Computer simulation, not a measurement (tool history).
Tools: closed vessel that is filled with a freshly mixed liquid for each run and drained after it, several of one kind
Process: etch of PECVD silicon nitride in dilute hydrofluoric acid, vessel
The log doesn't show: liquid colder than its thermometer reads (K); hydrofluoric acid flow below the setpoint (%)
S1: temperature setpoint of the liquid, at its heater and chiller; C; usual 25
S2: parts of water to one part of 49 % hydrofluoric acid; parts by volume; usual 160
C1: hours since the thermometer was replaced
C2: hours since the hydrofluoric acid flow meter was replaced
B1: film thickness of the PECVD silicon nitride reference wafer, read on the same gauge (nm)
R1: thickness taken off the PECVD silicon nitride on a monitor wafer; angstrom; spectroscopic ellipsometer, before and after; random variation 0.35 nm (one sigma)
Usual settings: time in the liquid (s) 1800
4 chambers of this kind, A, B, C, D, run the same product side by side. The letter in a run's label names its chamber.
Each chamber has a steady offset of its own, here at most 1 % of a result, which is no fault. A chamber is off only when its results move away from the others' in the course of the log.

{"run": "1A", "hour": 6.5, "S1": 25, "S2": 160, "time in the liquid (s)": 1800, "C1": 1191.1, "C2": 1651.9, "B1": 129.98, "R1": 361.34}
{"run": "2D", "hour": 19.6, "S1": 25, "S2": 160, "time in the liquid (s)": 1800, "C1": 2209.3, "C2": 1817.4, "B1": 130.01, "R1": 356.71}
{"run": "3C", "hour": 30.4, "S1": 25, "S2": 160, "time in the liquid (s)": 1800, "C1": 669.4, "C2": 45.6, "B1": 129.97, "R1": 361.58}
{"run": "4B", "hour": 42.8, "S1": 25, "S2": 160, "time in the liquid (s)": 1800, "C1": 152.2, "C2": 87, "B1": 130, "R1": 365.62}
{"run": "5A", "hour": 54.3, "S1": 25, "S2": 160, "time in the liquid (s)": 1800, "C1": 1238.9, "C2": 1699.7, "B1": 129.98, "R1": 357.85}
{"run": "6B", "hour": 65.4, "S1": 25, "S2": 160, "time in the liquid (s)": 1800, "C1": 174.8, "C2": 109.6, "B1": 129.94, "R1": 363.12}
{"run": "7D", "hour": 74.8, "S1": 25, "S2": 160, "time in the liquid (s)": 1800, "C1": 2264.5, "C2": 1872.6, "B1": 129.99, "R1": 362.67}
{"run": "8C", "hour": 84.7, "S1": 25, "S2": 160, "time in the liquid (s)": 1800, "C1": 723.7, "C2": 99.9, "B1": 130.01, "R1": 362.96}
{"run": "9B", "hour": 93.8, "S1": 25, "S2": 160, "time in the liquid (s)": 1800, "C1": 203.2, "C2": 138, "B1": 129.99, "R1": 362.58}
{"run": "10D", "hour": 104.7, "S1": 25, "S2": 160, "time in the liquid (s)": 1800, "C1": 2294.4, "C2": 1902.5, "B1": 129.95, "R1": 358.81}
{"run": "11A", "hour": 111.2, "S1": 21.5, "S2": 160, "time in the liquid (s)": 1800, "C1": 1295.8, "C2": 1756.6, "B1": 130.03, "R1": 288.52}
{"run": "12C", "hour": 118.3, "S1": 21.5, "S2": 160, "time in the liquid (s)": 1800, "C1": 757.3, "C2": 133.5, "B1": 129.98, "R1": 285.75}
{"run": "13A", "hour": 130.0, "S1": 21.5, "S2": 160, "time in the liquid (s)": 1800, "C1": 1314.6, "C2": 1775.4, "B1": 130.01, "R1": 289.84}
{"run": "14B", "hour": 137.0, "S1": 21.5, "S2": 160, "time in the liquid (s)": 1800, "C1": 246.4, "C2": 181.2, "B1": 130.02, "R1": 288.34}
{"run": "15D", "hour": 146.6, "S1": 25, "S2": 160, "time in the liquid (s)": 1800, "C1": 2336.3, "C2": 1944.4, "B1": 130, "R1": 362.97}
{"run": "16C", "hour": 157.9, "S1": 25, "S2": 160, "time in the liquid (s)": 1800, "C1": 796.9, "C2": 173.1, "B1": 130, "R1": 363.57}
{"run": "17B", "hour": 169.6, "S1": 25, "S2": 160, "time in the liquid (s)": 1800, "C1": 279, "C2": 213.8, "B1": 130.04, "R1": 368.17}
{"run": "18D", "hour": 178.3, "S1": 25, "S2": 160, "time in the liquid (s)": 1800, "C1": 2368, "C2": 1976.1, "B1": 129.99, "R1": 359.54}
{"run": "19A", "hour": 190.6, "S1": 25, "S2": 160, "time in the liquid (s)": 1800, "C1": 1375.2, "C2": 1836, "B1": 129.97, "R1": 357.29}
{"run": "20C", "hour": 203.5, "S1": 25, "S2": 160, "time in the liquid (s)": 1800, "C1": 842.5, "C2": 218.7, "B1": 129.95, "R1": 361.5}
{"run": "21D", "hour": 212.4, "S1": 25, "S2": 160, "time in the liquid (s)": 1800, "C1": 2402.1, "C2": 2010.2, "B1": 130.03, "R1": 359.52}
{"run": "22C", "hour": 221.2, "S1": 25, "S2": 160, "time in the liquid (s)": 1800, "C1": 860.2, "C2": 236.4, "B1": 129.98, "R1": 355.5}
{"run": "23A", "hour": 231.5, "S1": 25, "S2": 160, "time in the liquid (s)": 1800, "C1": 1416.1, "C2": 1876.9, "B1": 129.99, "R1": 364.99}
{"run": "24B", "hour": 242.6, "S1": 25, "S2": 160, "time in the liquid (s)": 1800, "C1": 352, "C2": 286.8, "B1": 129.99, "R1": 366.7}
{"hour": 245.9, "done": "chamber A: hydrofluoric acid flow meter replaced"}
{"run": "25C", "hour": 255.2, "S1": 25, "S2": 160, "time in the liquid (s)": 1800, "C1": 894.2, "C2": 270.4, "B1": 130.04, "R1": 362.07}
{"run": "26D", "hour": 265.0, "S1": 25, "S2": 160, "time in the liquid (s)": 1800, "C1": 2454.7, "C2": 2062.8, "B1": 130.07, "R1": 361.47}
{"run": "27A", "hour": 277.5, "S1": 25, "S2": 160, "time in the liquid (s)": 1800, "C1": 1462.1, "C2": 31.6, "B1": 130.04, "R1": 363.58}
{"run": "28B", "hour": 284.4, "S1": 25, "S2": 160, "time in the liquid (s)": 1800, "C1": 393.8, "C2": 328.6, "B1": 129.98, "R1": 364.53}
{"run": "29B", "hour": 297.3, "S1": 25, "S2": 160, "time in the liquid (s)": 1800, "C1": 406.7, "C2": 341.5, "B1": 129.97, "R1": 366.09}
{"run": "30D", "hour": 303.1, "S1": 25, "S2": 160, "time in the liquid (s)": 1800, "C1": 2492.8, "C2": 2100.9, "B1": 130.02, "R1": 362.5}
{"run": "31A", "hour": 312.9, "S1": 25, "S2": 160, "time in the liquid (s)": 1800, "C1": 1497.5, "C2": 67, "B1": 130.02, "R1": 366.81}
{"run": "32C", "hour": 320.4, "S1": 25, "S2": 160, "time in the liquid (s)": 1800, "C1": 959.4, "C2": 335.6, "B1": 129.99, "R1": 363.9}
{"run": "33A", "hour": 327.3, "S1": 25, "S2": 160, "time in the liquid (s)": 1800, "C1": 1511.9, "C2": 81.4, "B1": 130, "R1": 365.05}
{"run": "34D", "hour": 336.9, "S1": 26.5, "S2": 160, "time in the liquid (s)": 1370, "C1": 2526.6, "C2": 2134.7, "B1": 130, "R1": 303.26}
{"run": "35B", "hour": 345.1, "S1": 26.5, "S2": 160, "time in the liquid (s)": 1370, "C1": 454.5, "C2": 389.3, "B1": 130.03, "R1": 307.67}
{"run": "36C", "hour": 354.0, "S1": 26.5, "S2": 160, "time in the liquid (s)": 1370, "C1": 993, "C2": 369.2, "B1": 130, "R1": 297.86}
{"run": "37B", "hour": 363.5, "S1": 26.5, "S2": 160, "time in the liquid (s)": 1370, "C1": 472.9, "C2": 407.7, "B1": 129.97, "R1": 305.16}
{"run": "38D", "hour": 370.2, "S1": 25, "S2": 160, "time in the liquid (s)": 1800, "C1": 2559.9, "C2": 2168, "B1": 130.04, "R1": 359.11}
{"run": "39C", "hour": 380.2, "S1": 25, "S2": 160, "time in the liquid (s)": 1800, "C1": 1019.2, "C2": 395.4, "B1": 130, "R1": 359.48}
{"run": "40A", "hour": 388.1, "S1": 25, "S2": 125, "time in the liquid (s)": 1800, "C1": 1572.7, "C2": 142.2, "B1": 129.98, "R1": 462.64}
{"run": "41A", "hour": 400.4, "S1": 25, "S2": 125, "time in the liquid (s)": 1800, "C1": 1585, "C2": 154.5, "B1": 130.05, "R1": 459.28}
{"run": "42C", "hour": 409.7, "S1": 25, "S2": 125, "time in the liquid (s)": 1800, "C1": 1048.7, "C2": 424.9, "B1": 130.02, "R1": 462.49}
{"run": "43B", "hour": 422.0, "S1": 25, "S2": 125, "time in the liquid (s)": 1800, "C1": 531.4, "C2": 466.2, "B1": 129.99, "R1": 466.49}

What goes on in this fleet: one chamber off, a drifting gauge, or nothing beyond the chambers' own small offsets? Name the chamber and the cause, if any.

No chamber stands off beyond its own small offset, and the gauge holds steady.
